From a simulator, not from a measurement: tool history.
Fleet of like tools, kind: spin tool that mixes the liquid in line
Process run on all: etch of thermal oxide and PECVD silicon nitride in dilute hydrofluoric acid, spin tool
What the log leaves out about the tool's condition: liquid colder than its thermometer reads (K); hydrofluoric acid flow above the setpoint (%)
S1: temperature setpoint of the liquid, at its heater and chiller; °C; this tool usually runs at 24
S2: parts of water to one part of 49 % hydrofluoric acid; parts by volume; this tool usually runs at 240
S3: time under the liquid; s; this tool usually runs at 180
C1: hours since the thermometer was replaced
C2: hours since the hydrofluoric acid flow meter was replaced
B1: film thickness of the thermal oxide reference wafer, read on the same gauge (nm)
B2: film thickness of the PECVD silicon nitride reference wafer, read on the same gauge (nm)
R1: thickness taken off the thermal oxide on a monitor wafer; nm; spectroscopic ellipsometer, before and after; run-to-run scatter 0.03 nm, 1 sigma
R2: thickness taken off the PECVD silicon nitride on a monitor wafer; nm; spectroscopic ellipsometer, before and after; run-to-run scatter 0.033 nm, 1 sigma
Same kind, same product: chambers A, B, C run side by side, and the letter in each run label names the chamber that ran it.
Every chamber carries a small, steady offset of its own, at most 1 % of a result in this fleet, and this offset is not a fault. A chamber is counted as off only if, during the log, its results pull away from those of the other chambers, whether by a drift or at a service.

| run | day | S1 | S2 | S3 | C1 | C2 | B1 | B2 | R1 | R2 |
|---|---|---|---|---|---|---|---|---|---|---|
| 1A | 0.312 | 24 | 240 | 180 | 993.2 | 290.7 | 120.02 | 89.972 | 3.0304 | 1.6155 |
| 2B | 0.612 | 24 | 240 | 180 | 149.8 | 828.8 | 119.98 | 90.064 | 3.0094 | 1.6522 |
| 3C | 1.083 | 24 | 240 | 180 | 660.2 | 179.4 | 120 | 90.003 | 3.0276 | 1.6525 |
| 4C | 1.567 | 24 | 240 | 180 | 671.8 | 191 | 119.99 | 90.024 | 3.0944 | 1.7128 |
| 5B | 2.046 | 24 | 240 | 180 | 184.2 | 863.2 | 119.98 | 89.988 | 2.9749 | 1.6674 |
| 6A | 2.65 | 24 | 145 | 95 | 1049.3 | 346.8 | 120.02 | 90.002 | 2.9446 | 1.4683 |
| 7B | 3.067 | 24 | 145 | 95 | 208.7 | 887.7 | 120.04 | 90.007 | 2.9198 | 1.4336 |
| 8A | 3.479 | 24 | 145 | 95 | 1069.2 | 366.7 | 120.03 | 90.001 | 2.9337 | 1.5042 |
| 9C | 4.038 | 24 | 240 | 180 | 731.1 | 250.3 | 120.05 | 90.002 | 3.0705 | 1.6675 |
| 10B | 4.354 | 28 | 240 | 180 | 239.6 | 918.6 | 120 | 89.983 | 3.3854 | 2.1348 |
| 11A | 5.012 | 28 | 240 | 180 | 1106 | 403.5 | 120.02 | 90.004 | 3.5176 | 2.1666 |
| 12C | 5.492 | 28 | 240 | 180 | 766 | 285.2 | 119.97 | 89.997 | 3.508 | 2.1587 |
| 13C | 5.896 | 20 | 240 | 140 | 775.7 | 294.9 | 120.01 | 90.034 | 2.0592 | 0.99303 |
| 14B | 6.525 | 20 | 240 | 140 | 291.7 | 970.7 | 120.03 | 89.997 | 2.0396 | 1.0148 |
| 15A | 7.012 | 20 | 240 | 140 | 1154 | 451.5 | 120 | 90.032 | 2.071 | 1.009 |
| 16C | 7.367 | 24 | 240 | 180 | 811 | 330.2 | 119.98 | 90.002 | 3.0654 | 1.7235 |
| 17B | 7.825 | 26.5 | 240 | 255 | 322.9 | 1001.9 | 120.02 | 89.994 | 4.7998 | 2.8142 |
| 18A | 8.117 | 26.5 | 240 | 255 | 1180.5 | 478 | 119.99 | 89.999 | 4.6331 | 2.8404 |
| 19A | 8.575 | 26.5 | 240 | 255 | 1191.5 | 489 | 119.97 | 90.01 | 4.6983 | 2.7465 |
| 20B | 9.204 | 24 | 240 | 180 | 356 | 1035 | 120 | 89.996 | 3.1386 | 1.7293 |
|  | 9.425 | chamber A: hydrofluoric acid flow meter replaced |
| 21C | 9.562 | 24 | 240 | 180 | 863.7 | 382.9 | 119.97 | 89.993 | 3.0657 | 1.7362 |
| 22C | 10.025 | 24 | 240 | 180 | 874.8 | 394 | 119.97 | 89.985 | 3.051 | 1.6254 |
| 23B | 10.417 | 24 | 240 | 180 | 385.1 | 1064.1 | 119.99 | 90.004 | 3.1879 | 1.7069 |
| 24A | 11.004 | 24 | 240 | 180 | 1249.8 | 37.9 | 119.99 | 89.982 | 3.0095 | 1.6872 |
| 25B | 11.612 | 24 | 165 | 245 | 413.8 | 1092.8 | 120.02 | 90.003 | 6.8484 | 3.481 |
| 26C | 12.212 | 24 | 165 | 245 | 927.3 | 446.5 | 120 | 89.992 | 6.5739 | 3.2694 |
| 27A | 12.754 | 24 | 165 | 245 | 1291.8 | 79.9 | 120.01 | 90.008 | 6.6112 | 3.2919 |
| 28A | 13.254 | 24 | 240 | 180 | 1303.8 | 91.9 | 119.96 | 89.99 | 2.9878 | 1.6835 |
|  | 13.554 | chamber B: thermometer replaced |
| 29C | 13.662 | 24 | 240 | 180 | 962.1 | 481.3 | 120 | 89.978 | 3.0744 | 1.6891 |
| 30B | 14.179 | 24 | 240 | 180 | 15 | 1154.4 | 120 | 89.993 | 3.2604 | 1.7667 |
| 31C | 14.812 | 24 | 200 | 245 | 989.7 | 508.9 | 119.99 | 90.015 | 5.2448 | 2.7257 |

One chamber off, gauge drift, or nothing amiss beyond the chambers' own small offsets? If it is a chamber, which one, and what is the likeliest cause?

Little by little, chamber B moves away from the other chambers.
Likeliest cause: hydrofluoric acid flow above the setpoint (%) = 6.78.

Chamber B could run next with any of the 4 candidate recipes listed below; each alters the usual settings, and their results appear as question marks. Which one brings its results back in line with what the other chambers deliver on the usual settings?
In line means no further than this from the other chambers' mean on the usual settings: R1 0.11 nm; R2 0.12 nm
| 32B-1 | 15.292 | 24 | 250 | 175 |  |  |  |  | ? | ? |
| 32B-2 | 15.292 | 24 | 225 | 190 |  |  |  |  | ? | ? |
| 32B-3 | 15.292 | 24 | 230 | 185 |  |  |  |  | ? | ? |
| 32B-4 | 15.292 | 24 | 255 | 170 |  |  |  |  | ? | ? |

Average result of the remaining chambers running the usual settings: R1 3.0505 nm; R2 1.6708 nm
| run | R1 | R2 |
|---|---|---|
| 32B-1 | 3.0405 | 1.6665 |
| 32B-2 | 3.7583 | 2.0079 |
| 32B-3 | 3.5622 | 1.913 |
| 32B-4 | 2.8819 | 1.5875 |
With 32B-1, the chamber falls back in line with the rest.
